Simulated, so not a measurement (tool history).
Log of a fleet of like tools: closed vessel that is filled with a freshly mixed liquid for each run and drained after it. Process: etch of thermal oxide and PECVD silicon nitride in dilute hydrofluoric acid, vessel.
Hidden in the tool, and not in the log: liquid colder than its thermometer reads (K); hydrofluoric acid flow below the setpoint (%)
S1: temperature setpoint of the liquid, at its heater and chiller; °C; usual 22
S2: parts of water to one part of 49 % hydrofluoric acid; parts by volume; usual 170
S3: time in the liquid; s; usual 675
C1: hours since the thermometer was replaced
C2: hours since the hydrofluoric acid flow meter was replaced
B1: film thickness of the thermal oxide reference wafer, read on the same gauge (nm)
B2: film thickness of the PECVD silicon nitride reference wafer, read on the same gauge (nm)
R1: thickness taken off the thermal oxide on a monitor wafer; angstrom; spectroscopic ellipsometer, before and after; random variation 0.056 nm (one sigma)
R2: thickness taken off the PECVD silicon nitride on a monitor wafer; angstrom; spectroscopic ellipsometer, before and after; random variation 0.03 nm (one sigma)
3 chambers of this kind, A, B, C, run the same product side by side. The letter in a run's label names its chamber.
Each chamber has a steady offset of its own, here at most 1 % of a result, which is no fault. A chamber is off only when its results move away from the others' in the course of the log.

run	hour	S1	S2	S3	C1	C2	B1	B2	R1	R2
1A	6.6	22	170	675	222.1	376.5	140.02	130	156.58	69.85
2B	14.6	22	170	675	1366.8	838.9	140.03	130	157.2	70.797
3C	21.8	22	170	675	534.6	428.4	140.04	129.98	157.7	69.477
4A	26.5	22	170	675	242	396.4	139.99	130.03	156.89	70.124
5C	33.1	17	170	960	545.9	439.7	140.02	129.98	183.11	71.448
6B	39	17	170	960	1391.2	863.3	140.02	130.01	183.54	72.152
7B	47.1	17	170	960	1399.3	871.4	140.01	129.96	183.98	71.479
8C	56.9	22	170	675	569.7	463.5	139.98	130.01	156.64	69.884
9A	66.9	22	170	675	282.4	436.8	140	130.03	156.8	70.129
10B	74.3	22	170	675	1426.5	898.6	140.03	129.93	157.8	70.626
11C	79.1	22	170	675	591.9	485.7	139.99	130.04	157.51	70.053
12A	86.5	22	170	675	302	456.4	140.04	129.99	156.7	70.081
13C	91.3	24.5	170	675	604.1	497.9	140.01	129.96	171.83	82.235
14B	96.6	24.5	170	675	1448.8	920.9	139.99	129.99	173.46	82.734
15A	101.1	24.5	170	675	316.6	471	140	129.99	172.97	82.635
16B	110.3	22	170	675	1462.5	934.6	140	130.01	157.58	70.943
17C	119	22	170	675	631.8	525.6	139.99	129.99	155.17	69.22
18A	125.7	22	170	675	341.2	495.6	139.97	130.02	156.24	69.673
19C	135.9	22	170	675	648.7	542.5	139.99	129.96	153.68	68.848
20B	145.8	22	170	675	1498	970.1	139.99	129.97	158.4	70.768
21A	150.4	22	170	675	365.9	520.3	139.97	129.97	156.51	69.765
22C	156	22	170	675	668.8	562.6	140.02	130.01	154.27	68.556
23B	161	22	170	675	1513.2	985.3	139.99	129.93	157.61	70.044
24A	166.3	22	170	675	381.8	536.2	139.98	130.03	157.09	69.955
25B	176.1	22	170	675	1528.3	1000.4	140.03	130.01	157.52	71.152
26A	181	22	170	675	396.5	550.9	139.99	129.99	157.99	69.951
27C	190.3	22	170	675	703.1	596.9	139.99	129.99	152.9	68.888

Is one chamber off against the others, does the gauge drift, or is nothing wrong? If a chamber is off, say which, and what the likeliest cause is.

Chamber C drifts away from the others.
Cause: hydrofluoric acid flow below the setpoint (%) = 2.78.

Here are 4 candidates for chamber C's next run, each the usual settings with a change, their results left as question marks. Which one brings its results back in line with what the others give on the usual settings?
In line means no further than this from the other chambers' mean on the usual settings: R1 2 angstrom; R2 1.1 angstrom
28C-1	197.6	22	170	695					?	?
28C-2	197.6	22	165	695					?	?
28C-3	197.6	22	175	655					?	?
28C-4	197.6	22	170	655					?	?

The other chambers' mean on the usual settings: R1 157.11 angstrom; R2 70.369 angstrom
run	R1	R2
28C-1	156.41	70.052
28C-2	161.98	72.112
28C-3	142.47	64.184
28C-4	147.41	66.02
28C-1 brings the chamber back in line.

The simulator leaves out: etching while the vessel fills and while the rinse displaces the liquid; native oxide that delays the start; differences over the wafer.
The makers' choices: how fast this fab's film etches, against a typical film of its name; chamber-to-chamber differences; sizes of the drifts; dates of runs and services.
